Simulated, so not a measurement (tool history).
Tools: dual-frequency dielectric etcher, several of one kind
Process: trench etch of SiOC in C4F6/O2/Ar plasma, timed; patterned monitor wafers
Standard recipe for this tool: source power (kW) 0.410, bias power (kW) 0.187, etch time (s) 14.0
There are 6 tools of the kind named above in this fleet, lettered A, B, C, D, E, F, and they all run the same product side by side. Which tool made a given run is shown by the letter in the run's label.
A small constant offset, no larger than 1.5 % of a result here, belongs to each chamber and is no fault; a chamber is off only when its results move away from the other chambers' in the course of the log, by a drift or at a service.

run	hour	source power (kW)	bias power (kW)	etch time (s)	read-back reference wafer on the same gauge, depth_nm	mean etch depth across the wafer (nm)
1C	6.7	0.410	0.187	14.0	30.713	29.988
2A	15.0	0.410	0.187	14.0	30.699	29.792
3B	23.1	0.410	0.187	14.0	30.699	29.604
4D	30.2	0.410	0.187	14.0	30.706	29.408
5F	36.9	0.410	0.187	14.0	30.704	29.734
6E	43.2	0.410	0.187	14.0	30.700	29.819
7D	51.4	0.410	0.187	14.0	30.699	29.310
# hour 54.8: chamber C: wet clean of the chamber
8E	57.8	0.410	0.187	14.0	30.696	29.816
# hour 59.4: chamber E: wet clean of the chamber
9A	63.7	0.410	0.161	10.5	30.703	21.429
10C	71.7	0.410	0.161	10.5	30.681	21.469
11F	75.8	0.410	0.161	10.5	30.685	21.190
12B	84.0	0.410	0.161	10.5	30.685	21.225
13A	91.2	0.410	0.161	10.5	30.708	21.383
14D	97.5	0.410	0.161	10.5	30.702	21.074
15F	102.2	0.410	0.187	14.0	30.710	29.699
# hour 107.9: chamber E: bias power generator calibrated
16E	111.3	0.410	0.187	14.0	30.713	29.888
17B	118.1	0.410	0.187	14.0	30.703	29.720
# hour 125.2: chamber D: wet clean of the chamber
18C	126.3	0.410	0.187	14.0	30.700	29.902
# hour 126.8: chamber F: wet clean of the chamber
19D	130.4	0.410	0.187	14.0	30.702	29.422
20F	134.6	0.410	0.187	14.0	30.720	28.715
21A	141.8	0.410	0.187	14.0	30.720	29.917
22C	149.3	0.410	0.187	14.0	30.697	30.037
23E	157.3	0.410	0.187	14.0	30.711	29.885
24B	163.2	0.410	0.187	14.0	30.702	29.759
25E	169.4	0.410	0.161	17.0	30.690	34.474
26C	176.1	0.410	0.161	17.0	30.693	34.736
27D	184.2	0.410	0.161	17.0	30.676	34.248
28B	192.2	0.410	0.161	17.0	30.688	34.379
29F	199.4	0.410	0.161	17.0	30.698	33.340
30A	204.0	0.410	0.161	17.0	30.694	34.735
# hour 209.6: chamber B: wet clean of the chamber
31E	213.1	0.410	0.187	14.0	30.695	29.870
32D	221.6	0.410	0.187	14.0	30.696	29.501
33F	227.1	0.410	0.187	14.0	30.716	28.710
34A	233.0	0.410	0.187	14.0	30.696	29.805
35C	241.9	0.410	0.187	14.0	30.695	29.970
36B	248.2	0.410	0.187	14.0	30.696	29.790
37A	254.9	0.410	0.187	14.0	30.706	29.784
38E	261.4	0.410	0.187	14.0	30.698	29.887
39D	268.0	0.360	0.227	14.0	30.683	29.776
40C	276.6	0.360	0.227	14.0	30.695	30.380
41F	282.0	0.360	0.227	14.0	30.707	29.151
42B	291.0	0.360	0.227	14.0	30.716	30.134
43F	296.2	0.360	0.227	14.0	30.702	29.066
44E	301.6	0.360	0.227	14.0	30.716	30.168

Next, all 6 chambers run the settings below, one line each with question marks for the results. What does each chamber give?
45A	308.2	0.410	0.187	14.0		?
45B	308.2	0.410	0.187	14.0		?
45C	308.2	0.410	0.187	14.0		?
45D	308.2	0.410	0.187	14.0		?
45E	308.2	0.410	0.187	14.0		?
45F	308.2	0.410	0.187	14.0		?

run	mean etch depth across the wafer (nm)
45A	29.762
45B	29.702
45C	29.920
45D	29.488
45E	29.866
45F	28.830
